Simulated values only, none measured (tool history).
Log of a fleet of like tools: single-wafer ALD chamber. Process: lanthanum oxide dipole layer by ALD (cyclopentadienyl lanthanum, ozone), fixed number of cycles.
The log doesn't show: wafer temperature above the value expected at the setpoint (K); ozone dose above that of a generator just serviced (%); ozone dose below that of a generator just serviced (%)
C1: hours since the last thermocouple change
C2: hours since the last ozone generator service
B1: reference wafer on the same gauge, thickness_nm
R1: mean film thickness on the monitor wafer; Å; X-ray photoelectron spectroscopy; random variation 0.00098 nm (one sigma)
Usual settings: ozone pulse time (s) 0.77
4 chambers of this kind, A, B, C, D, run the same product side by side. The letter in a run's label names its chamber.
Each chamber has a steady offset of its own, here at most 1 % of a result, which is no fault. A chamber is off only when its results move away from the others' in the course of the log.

{"day": 0.008, "done": "chamber B: ozone generator serviced"}
{"run": "1A", "day": 0.417, "ozone pulse time (s)": 0.77, "C1": 654.4, "C2": 86.9, "B1": 0.42603, "R1": 4.5312}
{"run": "2D", "day": 0.638, "ozone pulse time (s)": 0.77, "C1": 391.3, "C2": 610.8, "B1": 0.42569, "R1": 4.5198}
{"run": "3B", "day": 0.846, "ozone pulse time (s)": 0.77, "C1": 2264.1, "C2": 20.1, "B1": 0.42606, "R1": 4.4854}
{"run": "4C", "day": 1.092, "ozone pulse time (s)": 0.77, "C1": 986.7, "C2": 997.8, "B1": 0.42589, "R1": 4.5215}
{"run": "5A", "day": 1.379, "ozone pulse time (s)": 0.77, "C1": 677.5, "C2": 110, "B1": 0.42609, "R1": 4.5392}
{"run": "6B", "day": 1.596, "ozone pulse time (s)": 0.77, "C1": 2282.1, "C2": 38.1, "B1": 0.42608, "R1": 4.4989}
{"run": "7C", "day": 1.8, "ozone pulse time (s)": 0.77, "C1": 1003.7, "C2": 1014.8, "B1": 0.42632, "R1": 4.521}
{"run": "8D", "day": 2.15, "ozone pulse time (s)": 0.77, "C1": 427.6, "C2": 647.1, "B1": 0.42596, "R1": 4.5261}
{"run": "9B", "day": 2.471, "ozone pulse time (s)": 0.77, "C1": 2303.1, "C2": 59.1, "B1": 0.42601, "R1": 4.5195}
{"run": "10D", "day": 2.892, "ozone pulse time (s)": 0.77, "C1": 445.4, "C2": 664.9, "B1": 0.42561, "R1": 4.5288}
{"run": "11A", "day": 3.204, "ozone pulse time (s)": 0.77, "C1": 721.3, "C2": 153.8, "B1": 0.426, "R1": 4.538}
{"run": "12C", "day": 3.512, "ozone pulse time (s)": 0.77, "C1": 1044.8, "C2": 1055.9, "B1": 0.42613, "R1": 4.5332}
{"run": "13D", "day": 3.754, "ozone pulse time (s)": 0.77, "C1": 466.1, "C2": 685.6, "B1": 0.42579, "R1": 4.5065}
{"run": "14C", "day": 4.204, "ozone pulse time (s)": 0.77, "C1": 1061.4, "C2": 1072.5, "B1": 0.42598, "R1": 4.5376}
{"run": "15A", "day": 4.521, "ozone pulse time (s)": 0.77, "C1": 752.9, "C2": 185.4, "B1": 0.42583, "R1": 4.5547}
{"day": 4.571, "done": "chamber C: ozone generator serviced"}
{"run": "16B", "day": 4.725, "ozone pulse time (s)": 0.77, "C1": 2357.2, "C2": 113.2, "B1": 0.42598, "R1": 4.5162}
{"run": "17B", "day": 5.121, "ozone pulse time (s)": 0.77, "C1": 2366.7, "C2": 122.7, "B1": 0.42628, "R1": 4.5152}
{"run": "18D", "day": 5.471, "ozone pulse time (s)": 0.61, "C1": 507.3, "C2": 726.8, "B1": 0.42602, "R1": 4.0017}
{"run": "19A", "day": 5.821, "ozone pulse time (s)": 0.61, "C1": 784.1, "C2": 216.6, "B1": 0.42585, "R1": 4.0694}
{"run": "20C", "day": 6.108, "ozone pulse time (s)": 0.61, "C1": 1107.1, "C2": 36.9, "B1": 0.42623, "R1": 4.0566}
{"run": "21D", "day": 6.462, "ozone pulse time (s)": 0.61, "C1": 531.1, "C2": 750.6, "B1": 0.42589, "R1": 3.9999}
{"run": "22A", "day": 6.696, "ozone pulse time (s)": 0.77, "C1": 805.1, "C2": 237.6, "B1": 0.42598, "R1": 4.5424}
{"run": "23C", "day": 7.017, "ozone pulse time (s)": 0.77, "C1": 1128.9, "C2": 58.7, "B1": 0.426, "R1": 4.539}
{"run": "24B", "day": 7.212, "ozone pulse time (s)": 0.77, "C1": 2416.9, "C2": 172.9, "B1": 0.42615, "R1": 4.5245}
{"run": "25C", "day": 7.525, "ozone pulse time (s)": 0.77, "C1": 1141.1, "C2": 70.9, "B1": 0.42589, "R1": 4.5414}
{"run": "26B", "day": 7.896, "ozone pulse time (s)": 0.77, "C1": 2433.3, "C2": 189.3, "B1": 0.42604, "R1": 4.5044}
{"run": "27D", "day": 8.254, "ozone pulse time (s)": 0.77, "C1": 574.1, "C2": 793.6, "B1": 0.42609, "R1": 4.4156}

All 4 chambers run these settings next. Forecast each chamber's results:
{"run": "28A", "day": 8.579, "ozone pulse time (s)": 0.49, "R1": "?"}
{"run": "28B", "day": 8.579, "ozone pulse time (s)": 0.49, "R1": "?"}
{"run": "28C", "day": 8.579, "ozone pulse time (s)": 0.49, "R1": "?"}
{"run": "28D", "day": 8.579, "ozone pulse time (s)": 0.49, "R1": "?"}

run=28A R1=3.6005
run=28B R1=3.5819
run=28C R1=3.5887
run=28D R1=3.4853
